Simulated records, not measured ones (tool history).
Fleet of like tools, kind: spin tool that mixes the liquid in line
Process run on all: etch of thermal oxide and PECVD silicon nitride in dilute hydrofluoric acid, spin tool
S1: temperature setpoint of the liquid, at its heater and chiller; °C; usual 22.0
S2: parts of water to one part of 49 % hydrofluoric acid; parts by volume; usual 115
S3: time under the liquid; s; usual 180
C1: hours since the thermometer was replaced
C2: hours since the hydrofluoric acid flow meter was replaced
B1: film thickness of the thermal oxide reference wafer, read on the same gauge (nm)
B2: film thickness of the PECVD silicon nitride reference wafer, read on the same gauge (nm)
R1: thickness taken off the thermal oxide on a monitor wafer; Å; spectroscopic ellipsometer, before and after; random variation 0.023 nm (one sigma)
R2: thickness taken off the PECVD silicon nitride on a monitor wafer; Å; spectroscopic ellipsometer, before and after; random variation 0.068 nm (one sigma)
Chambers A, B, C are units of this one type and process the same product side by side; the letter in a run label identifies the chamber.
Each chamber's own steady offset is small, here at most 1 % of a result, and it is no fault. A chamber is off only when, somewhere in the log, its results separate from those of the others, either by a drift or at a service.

run	hour	S1	S2	S3	C1	C2	B1	B2	R1	R2
1C	6.9	22.0	115	180	734.8	936.4	40.001	69.992	67.769	78.775
# hour 13.9: chamber B: thermometer replaced
2A	14.2	22.0	115	180	595.1	819.8	40.007	70.010	66.980	78.045
3B	22.5	22.0	115	180	8.7	969.6	39.980	70.017	67.386	77.044
4A	30.4	22.0	115	180	611.3	836.0	39.970	69.996	67.201	77.077
5B	37.8	22.0	115	180	24.0	984.9	40.020	69.995	67.069	78.112
6C	45.6	22.0	115	180	773.5	975.1	39.982	70.001	67.562	78.839
7A	52.8	22.0	115	180	633.7	858.4	40.000	69.987	67.128	79.049
8C	57.9	22.0	65	180	785.8	987.4	40.013	69.979	125.840	133.890
9B	65.4	22.0	65	180	51.6	1012.5	40.005	69.986	125.960	134.380
10B	70.8	22.0	65	180	57.0	1017.9	39.982	69.995	125.870	133.310
11C	79.3	22.0	115	180	807.2	1008.8	39.986	70.011	67.354	78.982
12A	86.4	22.0	115	180	667.3	892.0	39.997	70.012	67.222	78.988
13A	92.2	22.0	115	180	673.1	897.8	40.023	70.019	67.267	77.185
14C	98.1	22.0	115	180	826.0	1027.6	39.965	70.000	67.171	79.080
15B	103.9	18.0	115	125	90.1	1051.0	39.996	69.994	39.775	41.340
16A	110.9	18.0	115	125	691.8	916.5	39.996	70.037	39.376	42.146
17C	117.3	18.0	115	125	845.2	1046.8	39.984	69.991	39.926	41.027
18B	122.8	26.5	115	285	109.0	1069.9	40.020	70.006	126.020	163.110
19C	129.9	26.5	115	285	857.8	1059.4	39.999	69.983	126.980	168.360
20A	138.1	26.5	115	285	719.0	943.7	40.015	70.001	126.160	168.790
21B	144.2	22.0	115	180	130.4	1091.3	39.994	70.001	66.841	77.084
22B	148.5	22.0	115	180	134.7	1095.6	39.983	70.014	66.813	77.513
23A	154.7	22.0	115	180	735.6	960.3	40.000	70.009	66.981	78.982
24C	161.2	22.0	115	180	889.1	1090.7	40.004	70.017	67.248	78.718
# hour 169.0: chamber A: thermometer replaced
25A	169.0	22.0	115	180	0.1	974.6	39.990	69.999	66.863	78.364
26C	173.4	22.0	115	180	901.3	1102.9	39.995	70.006	67.761	78.119
27B	180.8	22.0	115	180	167.0	1127.9	39.998	70.004	67.098	77.208
28B	185.9	22.0	115	180	172.1	1133.0	39.986	70.003	66.994	77.564
29A	193.3	20.0	115	260	24.4	998.9	40.017	69.986	89.300	97.981
30C	198.7	20.0	115	260	926.6	1128.2	40.000	69.997	89.997	98.948
31B	205.3	20.0	115	260	191.5	1152.4	40.022	69.999	89.121	97.702
32A	209.4	22.0	115	180	40.5	1015.0	40.004	69.974	67.009	78.447
33C	214.7	22.0	170	110	942.6	1144.2	39.996	70.008	26.330	33.173
34C	221.6	22.0	170	110	949.5	1151.1	39.992	70.003	26.007	32.909

Is one chamber out of step, is the gauge drifting, or do the chambers differ by no more than their own small offsets? For an off chamber, give its letter and the likeliest cause.

Beyond each chamber's small constant offset nothing stands out, and the gauge stays steady.
